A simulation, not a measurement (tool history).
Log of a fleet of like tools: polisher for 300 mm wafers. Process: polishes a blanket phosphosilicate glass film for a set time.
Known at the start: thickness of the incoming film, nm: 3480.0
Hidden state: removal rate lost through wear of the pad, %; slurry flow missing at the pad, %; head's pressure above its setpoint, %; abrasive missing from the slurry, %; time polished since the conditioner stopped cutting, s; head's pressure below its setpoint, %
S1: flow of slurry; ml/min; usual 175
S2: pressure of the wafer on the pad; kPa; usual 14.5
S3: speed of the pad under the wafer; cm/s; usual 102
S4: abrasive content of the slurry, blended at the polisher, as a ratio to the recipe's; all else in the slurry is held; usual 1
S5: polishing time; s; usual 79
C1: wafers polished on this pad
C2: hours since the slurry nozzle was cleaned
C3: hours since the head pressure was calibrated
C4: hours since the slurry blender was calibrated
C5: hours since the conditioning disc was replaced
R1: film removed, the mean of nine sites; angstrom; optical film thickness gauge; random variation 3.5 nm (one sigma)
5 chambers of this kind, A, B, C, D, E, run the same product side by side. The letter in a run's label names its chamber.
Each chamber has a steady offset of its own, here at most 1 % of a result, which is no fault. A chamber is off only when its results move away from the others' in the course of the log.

| run | hour | S1 | S2 | S3 | S4 | S5 | C1 | C2 | C3 | C4 | C5 | R1 |
|---|---|---|---|---|---|---|---|---|---|---|---|---|
| 1E | 6.1 | 175 | 14.5 | 102 | 1 | 79 | 883 | 373.5 | 113.9 | 195 | 159.1 | 4061.8 |
|  | 6.2 | chamber C: worn pad replaced by a new one |
|  | 9.8 | chamber D: worn pad replaced by a new one |
| 2D | 12.9 | 175 | 14.5 | 102 | 1 | 79 | 32 | 509.9 | 269.6 | 407.2 | 77.3 | 4035.4 |
| 3A | 19.4 | 175 | 14.5 | 102 | 1 | 79 | 639 | 695.9 | 613.5 | 86.7 | 134.4 | 4062.1 |
| 4B | 23.9 | 175 | 14.5 | 102 | 1 | 79 | 304 | 73.8 | 210.9 | 27.9 | 31.9 | 4086 |
|  | 24.4 | chamber C: slurry nozzle cleaned |
| 5C | 31.6 | 175 | 14.5 | 102 | 1 | 79 | 267 | 7.3 | 1259.3 | 212.6 | 190.6 | 4064.6 |
| 6A | 37 | 175 | 14.5 | 102 | 1 | 79 | 824 | 713.5 | 631.1 | 104.3 | 152 | 3965.4 |
|  | 38.2 | chamber E: slurry blender recalibrated |
|  | 41.7 | chamber C: head pressure recalibrated |
| 7C | 43.5 | 175 | 14.5 | 102 | 1 | 79 | 392 | 19.2 | 1.9 | 224.5 | 202.5 | 4084.4 |
| 8E | 52.3 | 175 | 14.5 | 102 | 1 | 79 | 1369 | 419.7 | 160.1 | 14.2 | 205.3 | 4009.9 |
|  | 52.9 | chamber D: slurry blender recalibrated |
|  | 53.5 | chamber B: worn pad replaced by a new one |
|  | 56.6 | chamber E: worn pad replaced by a new one |
| 9B | 58.1 | 175 | 12.4 | 102 | 0.9 | 79 | 49 | 108 | 245.1 | 62.1 | 66.1 | 3282.8 |
| 10D | 66.9 | 175 | 12.4 | 102 | 0.9 | 79 | 600 | 563.9 | 323.6 | 14 | 131.3 | 3340 |
| 11E | 71.7 | 175 | 12.4 | 102 | 0.9 | 79 | 159 | 439.1 | 179.5 | 33.6 | 224.7 | 3287.6 |
| 12B | 76.2 | 175 | 12.4 | 102 | 0.9 | 79 | 239 | 126.1 | 263.2 | 80.2 | 84.2 | 3255.9 |
| 13A | 83.2 | 175 | 12.4 | 102 | 0.9 | 79 | 1310 | 759.7 | 677.3 | 150.5 | 198.2 | 3242.6 |
|  | 87.6 | chamber C: worn pad replaced by a new one |
| 14C | 90 | 175 | 14.5 | 102 | 1 | 79 | 25 | 65.7 | 48.4 | 271 | 249 | 4123.2 |
|  | 92.9 | chamber C: conditioning disc replaced and pad reconditioned |
| 15D | 97.5 | 175 | 14.5 | 102 | 1 | 79 | 922 | 594.5 | 354.2 | 44.6 | 161.9 | 4041.8 |
|  | 101.8 | chamber D: worn pad replaced by a new one |
| 16C | 103.6 | 140 | 13.1 | 102 | 1 | 79 | 168 | 79.3 | 62 | 284.6 | 10.7 | 3567.3 |
|  | 105.2 | chamber C: slurry blender recalibrated |
| 17E | 110.2 | 140 | 13.1 | 102 | 1 | 79 | 564 | 477.6 | 218 | 72.1 | 263.2 | 3568.8 |
|  | 114.2 | chamber B: head pressure recalibrated |
|  | 115 | chamber A: slurry nozzle cleaned |
| 18B | 116.7 | 140 | 13.1 | 102 | 1 | 79 | 665 | 166.6 | 2.5 | 120.7 | 124.7 | 3551.6 |
|  | 117.7 | chamber D: conditioning disc replaced and pad reconditioned |
|  | 120 | chamber D: slurry nozzle cleaned |
|  | 121.3 | chamber B: slurry blender recalibrated |
|  | 122.9 | chamber B: worn pad replaced by a new one |
| 19D | 124.7 | 140 | 13.1 | 102 | 1 | 79 | 241 | 4.7 | 381.4 | 71.8 | 7.1 | 3541.7 |
| 20A | 133.2 | 140 | 13.1 | 102 | 1 | 79 | 1836 | 18.2 | 727.3 | 200.5 | 248.2 | 3453.4 |
| 21A | 141.7 | 175 | 14.5 | 102 | 1 | 79 | 1925 | 26.7 | 735.8 | 209 | 256.7 | 3889.5 |
| 22C | 146.9 | 175 | 14.5 | 102 | 1 | 79 | 624 | 122.6 | 105.3 | 41.8 | 54 | 4054.7 |
| 23B | 151.2 | 175 | 14.5 | 102 | 1 | 79 | 298 | 201.1 | 37 | 30 | 159.2 | 4078.8 |
| 24D | 158.7 | 175 | 14.5 | 102 | 1 | 79 | 598 | 38.7 | 415.4 | 105.8 | 41.1 | 4049.8 |
| 25E | 164.2 | 175 | 14.5 | 102 | 1 | 79 | 1132 | 531.6 | 272 | 126.1 | 317.2 | 3982.9 |
|  | 169.3 | chamber C: worn pad replaced by a new one |
| 26E | 170.9 | 175 | 14.5 | 102 | 1 | 79 | 1202 | 538.3 | 278.7 | 132.8 | 323.9 | 3987.8 |
| 27C | 177.4 | 175 | 14.5 | 102 | 1 | 79 | 85 | 153.1 | 135.8 | 72.3 | 84.5 | 4126.9 |
|  | 179.5 | chamber B: worn pad replaced by a new one |
|  | 182.9 | chamber E: worn pad replaced by a new one |
| 28D | 182.9 | 175 | 14.5 | 102 | 1 | 79 | 853 | 62.9 | 439.6 | 130 | 65.3 | 4055.5 |
| 29A | 190.9 | 175 | 17.2 | 102 | 0.8 | 79 | 2443 | 75.9 | 785 | 258.2 | 305.9 | 4066.6 |
|  | 191.2 | chamber E: conditioning disc replaced and pad reconditioned |
|  | 191.8 | chamber B: conditioning disc replaced and pad reconditioned |
|  | 192.8 | chamber D: worn pad replaced by a new one |
| 30B | 198.5 | 175 | 17.2 | 102 | 0.8 | 79 | 200 | 248.4 | 84.3 | 77.3 | 6.7 | 4315.2 |
| 31B | 203.2 | 175 | 17.2 | 102 | 0.8 | 79 | 249 | 253.1 | 89 | 82 | 11.4 | 4372.9 |
| 32E | 210.9 | 175 | 17.2 | 102 | 0.8 | 79 | 294 | 578.3 | 318.7 | 172.8 | 19.8 | 4271.4 |
|  | 218.3 | chamber A: conditioning disc replaced and pad reconditioned |
| 33D | 218.7 | 175 | 17.2 | 102 | 0.8 | 79 | 273 | 98.7 | 475.4 | 165.8 | 101.1 | 4306.1 |
| 34A | 223 | 175 | 14.5 | 102 | 1 | 79 | 2780 | 108 | 817.1 | 290.3 | 4.7 | 3706 |
| 35C | 228.9 | 175 | 14.5 | 102 | 1 | 79 | 627 | 204.6 | 187.3 | 123.8 | 136 | 4066.8 |

Next, every chamber runs the same settings. What will each give?
| 36A | 236 | 175 | 14.5 | 102 | 1 | 79 |  |  |  |  |  | ? |
| 36B | 236 | 175 | 14.5 | 102 | 1 | 79 |  |  |  |  |  | ? |
| 36C | 236 | 175 | 14.5 | 102 | 1 | 79 |  |  |  |  |  | ? |
| 36D | 236 | 175 | 14.5 | 102 | 1 | 79 |  |  |  |  |  | ? |
| 36E | 236 | 175 | 14.5 | 102 | 1 | 79 |  |  |  |  |  | ? |

| run | R1 |
|---|---|
| 36A | 3755.7 |
| 36B | 4077.5 |
| 36C | 4037.3 |
| 36D | 4052.9 |
| 36E | 4068.3 |
